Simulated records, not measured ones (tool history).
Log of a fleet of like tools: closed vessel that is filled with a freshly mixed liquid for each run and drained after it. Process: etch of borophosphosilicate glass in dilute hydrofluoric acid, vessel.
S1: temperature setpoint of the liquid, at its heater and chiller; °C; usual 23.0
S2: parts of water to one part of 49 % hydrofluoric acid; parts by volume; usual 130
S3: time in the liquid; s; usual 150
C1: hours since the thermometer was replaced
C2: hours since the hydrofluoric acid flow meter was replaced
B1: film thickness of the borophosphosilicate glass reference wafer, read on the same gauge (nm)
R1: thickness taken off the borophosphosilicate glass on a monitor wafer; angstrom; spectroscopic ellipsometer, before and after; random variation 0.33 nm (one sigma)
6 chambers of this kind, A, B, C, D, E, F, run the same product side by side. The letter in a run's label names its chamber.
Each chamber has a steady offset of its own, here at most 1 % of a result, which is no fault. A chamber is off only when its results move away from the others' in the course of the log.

run	hour	S1	S2	S3	C1	C2	B1	R1
# hour 3.3: chamber D: hydrofluoric acid flow meter replaced
1D	9.6	23.0	130	150	152.3	6.3	119.98	453.24
2B	16.2	23.0	130	150	1378.0	499.7	120.00	455.72
3E	23.4	23.0	130	150	965.9	1378.9	119.99	455.57
4F	30.1	23.0	130	150	935.5	43.5	119.99	460.38
5A	36.4	23.0	130	150	1300.7	1534.5	120.00	455.38
6C	42.4	23.0	130	150	184.8	153.6	119.99	452.01
7E	48.2	23.0	130	150	990.7	1403.7	119.99	453.46
8D	57.0	23.0	130	150	199.7	53.7	120.02	450.80
9C	65.1	23.0	130	150	207.5	176.3	119.99	457.15
10F	70.8	23.0	130	150	976.2	84.2	120.02	458.18
11A	80.4	23.0	130	150	1344.7	1578.5	119.99	458.73
12B	86.6	23.0	130	150	1448.4	570.1	119.99	453.21
13A	92.4	23.0	130	150	1356.7	1590.5	120.00	451.72
14E	97.1	23.0	130	150	1039.6	1452.6	120.01	445.58
15C	104.9	23.0	130	150	247.3	216.1	120.01	451.66
16F	110.4	23.0	130	150	1015.8	123.8	120.00	459.92
17B	117.4	23.0	130	150	1479.2	600.9	120.00	459.29
18D	125.8	23.0	130	150	268.5	122.5	119.99	445.95
19F	135.1	18.5	130	150	1040.5	148.5	120.04	382.62
20E	140.4	18.5	130	150	1082.9	1495.9	120.00	374.05
21A	150.2	18.5	130	150	1414.5	1648.3	119.99	374.65
22D	158.5	18.5	130	150	301.2	155.2	120.02	375.69
23B	165.5	18.5	130	150	1527.3	649.0	119.99	376.16
24C	173.9	18.5	130	150	316.3	285.1	120.00	383.10
25D	180.0	23.0	130	150	322.7	176.7	120.02	450.01
26E	185.0	23.0	130	150	1127.5	1540.5	120.00	437.72
27C	190.9	23.0	170	65	333.3	302.1	120.03	142.77
# hour 195.7: chamber A: hydrofluoric acid flow meter replaced
28F	199.1	23.0	170	65	1104.5	212.5	120.00	142.85
29A	205.0	23.0	170	65	1469.3	9.3	120.00	144.32
30B	209.6	23.0	170	65	1571.4	693.1	120.02	142.70
31F	214.0	23.0	170	65	1119.4	227.4	120.01	142.47
32C	223.1	23.0	170	65	365.5	334.3	119.97	142.77
33E	227.6	23.0	130	150	1170.1	1583.1	119.99	425.01
34A	236.1	23.0	130	150	1500.4	40.4	120.02	460.05
35B	242.2	23.0	130	150	1604.0	725.7	120.01	456.87
36D	251.1	23.0	130	150	393.8	247.8	120.01	453.70
37F	259.6	23.0	130	150	1165.0	273.0	120.00	453.02
38C	265.6	23.0	185	150	408.0	376.8	119.99	302.50
39D	270.6	23.0	185	150	413.3	267.3	120.00	299.55
40A	275.3	23.0	185	150	1539.6	79.6	120.00	301.34
41E	283.4	23.0	185	150	1225.9	1638.9	119.99	277.35
42B	292.4	23.0	185	150	1654.2	775.9	119.98	296.79
43B	300.1	23.0	185	150	1661.9	783.6	120.00	297.76
44D	309.0	23.0	130	150	451.7	305.7	120.02	455.01

All 6 chambers run these settings next. Forecast each chamber's results:
45A	316.2	23.0	130	205				?
45B	316.2	23.0	130	205				?
45C	316.2	23.0	130	205				?
45D	316.2	23.0	130	205				?
45E	316.2	23.0	130	205				?
45F	316.2	23.0	130	205				?

run	R1
45A	620.81
45B	619.67
45C	622.22
45D	611.05
45E	565.65
45F	623.90
